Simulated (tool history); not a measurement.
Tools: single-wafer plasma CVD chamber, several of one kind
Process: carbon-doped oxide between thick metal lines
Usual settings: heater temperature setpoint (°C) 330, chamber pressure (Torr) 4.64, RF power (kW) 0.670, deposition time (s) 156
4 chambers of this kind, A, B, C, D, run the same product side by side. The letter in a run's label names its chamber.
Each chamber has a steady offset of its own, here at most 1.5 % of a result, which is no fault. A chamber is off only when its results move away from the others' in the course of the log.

run,hour,heater temperature setpoint (°C),chamber pressure (Torr),RF power (kW),deposition time (s),"read-back reference wafer on the same gauge, thickness_nm",mean film thickness on the monitor wafer (Å)
1B,10.6,330,4.64,0.670,156,1045.3,9889.4
2D,24.1,330,4.64,0.670,156,1045.7,9686.4
3C,30.4,330,4.64,0.670,156,1045.4,9724.9
4A,38.8,330,4.64,0.670,156,1045.3,9712.1
5C,46.0,330,4.64,0.670,156,1045.8,9682.0
6B,57.0,330,4.64,0.670,156,1044.6,9908.0
7A,65.5,330,4.64,0.670,156,1044.6,9767.4
8D,74.5,330,4.64,0.670,156,1044.7,9673.8
9C,88.1,330,4.64,0.670,156,1044.2,9760.8
10A,94.2,330,4.64,0.670,156,1045.6,9787.9
11B,102.0,330,4.64,0.670,156,1045.5,9963.9
12D,113.9,330,4.64,0.670,156,1045.1,9680.2
13C,121.6,330,4.64,0.670,156,1045.3,9741.3
14D,128.3,330,4.64,0.670,156,1044.3,9714.3
15B,135.1,330,4.64,0.670,156,1044.8,9883.3
16A,143.7,330,4.64,0.670,156,1044.8,9724.5
17A,156.7,330,4.64,0.670,156,1045.0,9764.8
18D,167.6,330,4.64,0.670,156,1045.3,9702.7
19B,177.5,330,4.64,0.670,156,1044.9,9903.9
20C,184.1,330,4.64,0.670,156,1045.2,9738.8
21B,193.7,330,4.64,0.670,156,1045.1,9905.3
22A,201.4,330,4.64,0.670,156,1044.6,9765.3
23C,215.0,330,4.64,0.670,156,1044.3,9726.1
24D,228.9,330,4.64,0.670,156,1045.9,9713.6
25B,240.9,330,4.64,0.670,156,1045.8,9980.2
26D,252.2,330,4.64,0.670,156,1045.3,9680.4
27C,262.3,330,4.64,0.670,156,1044.8,9755.3
# hour 269.6: chamber B: thermocouple changed; heater temperature recalibrated
28A,274.1,330,4.64,0.670,156,1044.6,9721.7
29B,286.8,330,4.64,0.670,156,1045.1,9878.2
30A,300.1,330,4.64,0.670,156,1045.0,9742.4
31C,307.8,330,4.64,0.670,156,1045.8,9755.6

All 4 chambers run these settings next. Forecast each chamber's results:
32A,317.8,330,4.64,0.670,156,,?
32B,317.8,330,4.64,0.670,156,,?
32C,317.8,330,4.64,0.670,156,,?
32D,317.8,330,4.64,0.670,156,,?

run,mean film thickness on the monitor wafer (Å)
32A,9747.2
32B,9988.8
32C,9688.4
32D,9668.8
